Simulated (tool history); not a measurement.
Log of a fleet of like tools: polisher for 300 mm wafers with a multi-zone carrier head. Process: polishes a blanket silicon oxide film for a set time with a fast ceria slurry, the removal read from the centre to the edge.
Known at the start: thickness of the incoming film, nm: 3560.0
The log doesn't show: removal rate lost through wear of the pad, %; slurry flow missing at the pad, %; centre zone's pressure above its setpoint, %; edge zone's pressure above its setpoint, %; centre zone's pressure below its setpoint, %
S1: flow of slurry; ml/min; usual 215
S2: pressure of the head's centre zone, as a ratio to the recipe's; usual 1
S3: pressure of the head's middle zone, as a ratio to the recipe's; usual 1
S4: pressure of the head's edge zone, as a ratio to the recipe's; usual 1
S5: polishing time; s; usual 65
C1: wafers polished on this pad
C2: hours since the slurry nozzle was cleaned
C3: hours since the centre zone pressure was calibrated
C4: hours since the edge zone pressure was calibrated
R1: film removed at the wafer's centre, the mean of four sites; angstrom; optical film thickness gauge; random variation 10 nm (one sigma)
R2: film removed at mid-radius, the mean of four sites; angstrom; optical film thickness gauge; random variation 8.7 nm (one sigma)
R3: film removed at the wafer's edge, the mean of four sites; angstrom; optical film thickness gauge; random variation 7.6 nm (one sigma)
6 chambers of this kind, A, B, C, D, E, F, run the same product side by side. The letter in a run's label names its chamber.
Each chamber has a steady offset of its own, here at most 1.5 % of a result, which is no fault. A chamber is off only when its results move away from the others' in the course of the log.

run   hour   S1    S2  S3  S4  S5    C1     C2      C3      C4     R1     R2     R3
         9  -- chamber E: worn pad replaced by a new one
      13.6  -- chamber D: slurry nozzle cleaned
 1C   14.6  215     1   1   1  65  1198  283.3   864.7   179.3  12462  12592  12581
 2D     22  215     1   1   1  65   543    8.5   738.2   204.9  12406  12732  12812
 3B   32.8  215     1   1   1  65   445  206.5   190.6   117.6  12541  12573  12801
 4F   41.1  215     1   1   1  65   440    100   238.9   241.1  12772  12546  12356
        42  -- chamber A: worn pad replaced by a new one
      44.8  -- chamber C: worn pad replaced by a new one
 5E   49.5  215     1   1   1  65   385    270   326.6    57.2  12594  12676  12547
 6A   58.6  215     1   1   1  65   158  606.4   297.6   897.7  12589  12650  12537
      67.7  -- chamber B: worn pad replaced by a new one
 7E   74.2  215     1   1   1  65   620  294.7   351.3    81.9  12547  12636  12616
      80.6  -- chamber D: worn pad replaced by a new one
 8A   83.2  215  0.91   1   1  65   392    631   322.2   922.3  11209  12786  12567
      86.2  -- chamber E: worn pad replaced by a new one
 9C   92.4  215  0.91   1   1  65   452  361.1   942.5   257.1  11294  12672  12506
10D  105.9  215  0.91   1   1  65   240   92.4   822.1   288.8  11242  12723  12880
11B  119.4  215  0.91   1   1  65   491  293.1   277.2   204.2  11338  12557  12621
     120.7  -- chamber A: worn pad replaced by a new one
     126.6  -- chamber F: worn pad replaced by a new one
12F  134.3  215  0.91   1   1  65    74  193.2   332.1   334.3  11399  12491  12482
13B  142.2  215  0.91   1   1  65   707  315.9     300     227  11482  12590  12755
14C  155.2  215     1   1   1  65  1048  423.9  1005.3   319.9  12430  12506  12426
     156.7  -- chamber B: worn pad replaced by a new one
     158.2  -- chamber D: edge zone pressure recalibrated
     168.5  -- chamber C: worn pad replaced by a new one
     168.8  -- chamber B: slurry nozzle cleaned
15E  169.9  215     1   1   1  65   795  390.4     447   177.6  12345  12303  12498
     174.7  -- chamber E: worn pad replaced by a new one
16D  182.6  215     1   1   1  65   969  169.1   898.8    24.5  12665  12566  12774
17F  195.9  215     1   1   1  65   659  254.8   393.7   395.9  12724  12452  12395
18A  203.6  215     1   1   1  65   788  751.4   442.6  1042.7  12563  12776  12543
       206  -- chamber A: worn pad replaced by a new one
     212.3  -- chamber D: worn pad replaced by a new one
19A  218.3  215     1   1   1  65   116  766.1   457.3  1057.4  12779  12692  12556
20C    231  215     1   1   1  65   594  499.7  1081.1   395.7  12376  12509  12557
     236.7  -- chamber F: worn pad replaced by a new one
21B  239.6  215     1   1   1  65   787   70.9   397.4   324.4  12442  12486  12758
     243.7  -- chamber F: slurry nozzle cleaned
     244.3  -- chamber D: centre zone pressure recalibrated
     246.7  -- chamber B: worn pad replaced by a new one
22F  249.1  170  1.09   1   1  65   118    5.4   446.9   449.1  13471  11997  12214
     251.8  -- chamber A: slurry nozzle cleaned
     261.6  -- chamber E: worn pad replaced by a new one
23D  262.9  170  1.09   1   1  65   480  249.4    18.6   104.8  13245  12094  12344
24E    275  170  1.09   1   1  65   127  495.5   552.1   282.7  12862  11809  11851
     285.2  -- chamber A: worn pad replaced by a new one
25C  285.9  170  1.09   1   1  65  1115  554.6    1136   450.6  13200  12158  12218
     297.9  -- chamber C: worn pad replaced by a new one
26B  300.5  170  1.09   1   1  65   511  131.8   458.3   385.3  13199  12130  12410
27F  315.2  170  1.09   1   1  65   746   71.5     513   515.2  13383  11945  12066
     323.1  -- chamber D: worn pad replaced by a new one
28A  323.3  215     1   1   1  65   362   71.6   562.3  1162.4  12497  12609  12691
     334.6  -- chamber C: slurry nozzle cleaned
     336.1  -- chamber E: worn pad replaced by a new one
29D  336.5  215     1   1   1  65   127    323    92.2   178.4  12508  12613  12820
     341.7  -- chamber B: worn pad replaced by a new one
30E  348.5  215     1   1   1  65   118    569   625.6   356.2  12032  11845  12140
31E  357.2  215     1   1   1  65   200  577.7   634.3   364.9  12024  12069  12212
     360.6  -- chamber F: worn pad replaced by a new one
32F  368.5  215     1   1   1  65    75  124.8   566.3   568.5  12625  12408  12403
     371.9  -- chamber C: centre zone pressure recalibrated
       376  -- chamber A: worn pad replaced by a new one
33B  378.8  215     1   1   1  65   352  210.1   536.6   463.6  12612  12605  12686
34C  390.1  215     1   1   1  65   876   55.5    18.2   554.8  12594  12560  12573
35A  398.9  215  0.92   1   1  65   218  147.2   637.9    1238  11548  12583  12628
36D  411.3  215  0.92   1   1  65   837  397.8     167   253.2  11400  12840  12725
37C  418.9  215  0.92   1   1  65  1149   84.3      47   583.6  11416  12453  12592
38D  433.1  215  0.92   1   1  65  1045  419.6   188.8     275  11560  12629  12701

Is one chamber off against the others, does the gauge drift, or is nothing wrong? If a chamber is off, say which, and what the likeliest cause is.

Chamber E drifts away from the others.
Cause: slurry flow missing at the pad, % = 33.8.

Here are 4 candidates for chamber E's next run, each the usual settings with a change, their results left as question marks. Which one brings its results back in line with what the others give on the usual settings?
In line means no further than this from the other chambers' mean on the usual settings: R1 370 angstrom; R2 300 angstrom; R3 270 angstrom
39E-1  444.6  220  1.01  1.01  0.99  69                   ?   ?   ?
39E-2  444.6  210  0.98  0.99  1.01  62                   ?   ?   ?
39E-3  444.6  205  0.97  0.98  1.02  58                   ?   ?   ?
39E-4  444.6  225  1.04  1.02  0.98  73                   ?   ?   ?

The other chambers' mean on the usual settings: R1 12592 angstrom; R2 12589 angstrom; R3 12609 angstrom
  run      R1     R2     R3
39E-1   12524  12639  12655
39E-2   10777  11048  11417
39E-3  9913.1  10189  10699
39E-4   13742  13551  13358
39E-1 brings the chamber back in line.
